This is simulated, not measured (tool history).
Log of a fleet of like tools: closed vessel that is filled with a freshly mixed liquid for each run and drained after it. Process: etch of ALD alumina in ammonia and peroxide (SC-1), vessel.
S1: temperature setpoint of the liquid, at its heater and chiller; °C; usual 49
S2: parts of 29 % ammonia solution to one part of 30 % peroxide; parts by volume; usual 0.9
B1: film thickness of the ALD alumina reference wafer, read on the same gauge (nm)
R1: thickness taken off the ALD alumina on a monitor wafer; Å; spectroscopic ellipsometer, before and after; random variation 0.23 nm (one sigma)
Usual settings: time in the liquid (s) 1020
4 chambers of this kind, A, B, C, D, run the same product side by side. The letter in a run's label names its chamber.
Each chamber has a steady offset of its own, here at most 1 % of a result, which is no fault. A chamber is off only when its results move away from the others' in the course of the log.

run 1B hour=6.6 | S1=49 S2=0.9 time_in_the_liquid_(s)=1020 | B1=49.995 | R1=522.74
run 2A hour=16 | S1=49 S2=0.9 time_in_the_liquid_(s)=1020 | B1=50.044 | R1=526.35
run 3D hour=21 | S1=49 S2=0.9 time_in_the_liquid_(s)=1020 | B1=50.048 | R1=522.39
run 4C hour=27.7 | S1=49 S2=0.9 time_in_the_liquid_(s)=1020 | B1=49.97 | R1=520.98
run 5B hour=34 | S1=49 S2=0.9 time_in_the_liquid_(s)=1020 | B1=50.016 | R1=518.97
run 6C hour=43.7 | S1=49 S2=0.65 time_in_the_liquid_(s)=1320 | B1=49.95 | R1=657.64
-- hour=51.1 chamber B: new drum of ammonia solution connected
run 7A hour=51.3 | S1=49 S2=0.65 time_in_the_liquid_(s)=1320 | B1=49.984 | R1=652.92
run 8D hour=60.7 | S1=49 S2=0.65 time_in_the_liquid_(s)=1320 | B1=50.03 | R1=658.9
-- hour=64.9 chamber D: ammonia flow meter replaced
run 9C hour=69.6 | S1=49 S2=0.65 time_in_the_liquid_(s)=1320 | B1=49.978 | R1=661.04
run 10A hour=79.4 | S1=45 S2=0.9 time_in_the_liquid_(s)=1020 | B1=50.005 | R1=422.55
run 11D hour=86.2 | S1=45 S2=0.9 time_in_the_liquid_(s)=1020 | B1=50.009 | R1=422.11
run 12B hour=96.2 | S1=45 S2=0.9 time_in_the_liquid_(s)=1020 | B1=49.969 | R1=416.24
run 13A hour=101.8 | S1=45 S2=0.9 time_in_the_liquid_(s)=1020 | B1=50.018 | R1=415.67
run 14B hour=112 | S1=49 S2=0.9 time_in_the_liquid_(s)=1440 | B1=49.956 | R1=732.43
run 15D hour=118.6 | S1=49 S2=0.9 time_in_the_liquid_(s)=1440 | B1=50 | R1=752.64
run 16C hour=127.4 | S1=49 S2=0.9 time_in_the_liquid_(s)=1440 | B1=50.061 | R1=742.77
run 17A hour=133.3 | S1=49 S2=0.9 time_in_the_liquid_(s)=1440 | B1=50.034 | R1=734.24
run 18C hour=137.8 | S1=49 S2=0.9 time_in_the_liquid_(s)=1020 | B1=49.983 | R1=528.75
run 19B hour=144.1 | S1=49 S2=0.9 time_in_the_liquid_(s)=1020 | B1=49.978 | R1=520.28
run 20D hour=149.5 | S1=49 S2=0.9 time_in_the_liquid_(s)=1020 | B1=50.017 | R1=538.97
run 21D hour=159.8 | S1=49 S2=0.9 time_in_the_liquid_(s)=1020 | B1=50.018 | R1=538.59
run 22C hour=169.5 | S1=49 S2=0.9 time_in_the_liquid_(s)=1020 | B1=49.999 | R1=524.5
-- hour=175.8 chamber D: new drum of ammonia solution connected
run 23B hour=175.9 | S1=49 S2=0.9 time_in_the_liquid_(s)=1020 | B1=49.989 | R1=520.54
run 24A hour=185.5 | S1=49 S2=0.9 time_in_the_liquid_(s)=1020 | B1=50.022 | R1=523.85
run 25D hour=193.2 | S1=49 S2=0.9 time_in_the_liquid_(s)=1020 | B1=49.966 | R1=538.86
run 26A hour=202.5 | S1=49 S2=1.15 time_in_the_liquid_(s)=1380 | B1=49.995 | R1=722.56
run 27C hour=211.7 | S1=49 S2=1.15 time_in_the_liquid_(s)=1380 | B1=50.034 | R1=732.9

Next, every chamber runs the same settings. What will each give?
run 28A hour=219.2 | S1=49 S2=0.9 time_in_the_liquid_(s)=1020 | R1=?
run 28B hour=219.2 | S1=49 S2=0.9 time_in_the_liquid_(s)=1020 | R1=?
run 28C hour=219.2 | S1=49 S2=0.9 time_in_the_liquid_(s)=1020 | R1=?
run 28D hour=219.2 | S1=49 S2=0.9 time_in_the_liquid_(s)=1020 | R1=?

run=28A R1=523.75
run=28B R1=518.61
run=28C R1=527.54
run=28D R1=545.35
